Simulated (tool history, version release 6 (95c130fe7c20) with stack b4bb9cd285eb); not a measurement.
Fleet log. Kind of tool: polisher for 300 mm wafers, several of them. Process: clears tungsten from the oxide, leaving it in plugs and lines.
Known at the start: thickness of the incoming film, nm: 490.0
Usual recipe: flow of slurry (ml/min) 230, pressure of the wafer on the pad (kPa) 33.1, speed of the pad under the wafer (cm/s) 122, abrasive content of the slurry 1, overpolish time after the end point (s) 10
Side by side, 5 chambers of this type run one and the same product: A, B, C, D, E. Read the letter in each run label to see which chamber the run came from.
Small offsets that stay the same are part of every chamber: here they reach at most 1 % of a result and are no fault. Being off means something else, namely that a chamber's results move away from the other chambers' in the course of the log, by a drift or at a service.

run   hour  flow of slurry (ml/min)  pressure of the wafer on the pad (kPa)  speed of the pad under the wafer (cm/s)  abrasive content of the slurry  overpolish time after the end point (s)  time until the end point was called (s)
 1A    3.2                      230                                    33.1                                      122                               1                                       10                                   71.203
       4.1  -- chamber C: slurry tank refilled with fresh slurry and peroxide
       5.1  -- chamber E: slurry nozzle cleaned
 2E    8.2                      230                                    33.1                                      122                               1                                       10                                   70.488
      12.0  -- chamber A: worn pad replaced by a new one
 3C   15.1                      230                                    33.1                                      122                               1                                       10                                   71.419
 4D   18.2                      230                                    33.1                                      122                               1                                       10                                   70.382
      19.2  -- chamber A: slurry tank refilled with fresh slurry and peroxide
 5B   22.7                      230                                    33.1                                      122                               1                                       10                                   71.208
 6A   29.8                      230                                    42.1                                      122                               1                                       12                                   55.747
 7D   34.9                      230                                    42.1                                      122                               1                                       12                                   55.915
      40.1  -- chamber A: slurry nozzle cleaned
 8B   40.6                      230                                    42.1                                      122                               1                                       12                                   55.637
      45.2  -- chamber D: worn pad replaced by a new one
 9C   46.7                      230                                    42.1                                      122                               1                                       12                                   54.947
10E   52.4                      230                                    42.1                                      122                               1                                       12                                   56.208
11C   57.0                      230                                    33.1                                      122                               1                                       10                                   70.027
12B   60.8                      230                                    33.1                                      122                               1                                       10                                   70.989
      62.1  -- chamber C: slurry tank refilled with fresh slurry and peroxide
13D   65.1                      230                                    33.1                                      122                               1                                       10                                   71.109
      70.4  -- chamber C: worn pad replaced by a new one
14A   70.8                      230                                    33.1                                      122                               1                                       10                                   70.849
      71.6  -- chamber C: slurry blender recalibrated
15E   73.9                      230                                    33.1                                      122                               1                                       10                                   71.931
16D   77.7                      230                                    33.1                                      122                               1                                       10                                   70.850
17C   83.3                      230                                    33.1                                      122                               1                                       10                                   69.660
18E   87.4                      230                                    33.1                                      122                               1                                       10                                   70.896
19A   94.2                      230                                    33.1                                      122                               1                                       10                                   71.221
      99.2  -- chamber E: worn pad replaced by a new one
20B  100.8                      230                                    33.1                                      122                               1                                       10                                   72.764
     105.2  -- chamber E: slurry blender recalibrated
21E  107.7                      230                                    33.1                                      122                               1                                       10                                   70.858
22D  111.3                      230                                    33.1                                      122                               1                                       10                                   70.595
     112.3  -- chamber E: slurry tank refilled with fresh slurry and peroxide
     114.9  -- chamber C: slurry tank refilled with fresh slurry and peroxide
23B  118.4                      230                                    33.1                                      122                               1                                       10                                   73.374
     123.4  -- chamber A: slurry tank refilled with fresh slurry and peroxide
24C  123.8                      230                                    33.1                                      122                               1                                       10                                   71.639
25A  129.6                      230                                    33.1                                      122                               1                                       10                                   70.788
     130.7  -- chamber B: slurry tank refilled with fresh slurry and peroxide
     135.6  -- chamber A: slurry blender recalibrated
26C  135.6                      230                                    33.1                                      122                               1                                       10                                   70.963
27E  138.8                      230                                    33.1                                      122                               1                                       10                                   68.976
28B  145.5                      230                                    33.1                                      122                               1                                       10                                   75.313
     147.9  -- chamber D: slurry tank refilled with fresh slurry and peroxide
29A  151.3                      230                                    33.1                                      122                               1                                       10                                   72.534
     152.9  -- chamber D: worn pad replaced by a new one
30D  156.7                      230                                    33.1                                      122                               1                                       10                                   71.226
     158.9  -- chamber A: worn pad replaced by a new one
31B  160.8                      230                                    33.1                                      122                               1                                        8                                   75.995
32C  167.2                      230                                    33.1                                      122                               1                                        8                                   70.078
     171.6  -- chamber C: slurry tank refilled with fresh slurry and peroxide
33E  173.6                      230                                    33.1                                      122                               1                                        8                                   69.217
34D  178.1                      230                                    33.1                                      122                               1                                        8                                   71.280
     178.3  -- chamber C: worn pad replaced by a new one
35A  182.6                      230                                    33.1                                      122                               1                                        8                                   71.342
     187.1  -- chamber C: slurry nozzle cleaned
36E  188.7                      230                                    33.1                                      122                               1                                       10                                   70.168
37A  195.1                      230                                    33.1                                      122                               1                                       10                                   71.568
38B  199.4                      230                                    33.1                                      122                               1                                       10                                   78.344
39D  205.6                      230                                    33.1                                      122                               1                                       10                                   70.630
40C  209.1                      230                                    33.1                                      122                               1                                       10                                   69.859

The same settings go to every chamber for the next run, one line per chamber below. Forecast the results for each:
41A  214.2                      230                                    33.1                                      122                               1                                       13                                        ?
41B  214.2                      230                                    33.1                                      122                               1                                       13                                        ?
41C  214.2                      230                                    33.1                                      122                               1                                       13                                        ?
41D  214.2                      230                                    33.1                                      122                               1                                       13                                        ?
41E  214.2                      230                                    33.1                                      122                               1                                       13                                        ?

run  time until the end point was called (s)
41A                                   70.826
41B                                   78.917
41C                                   72.166
41D                                   70.855
41E                                   70.955
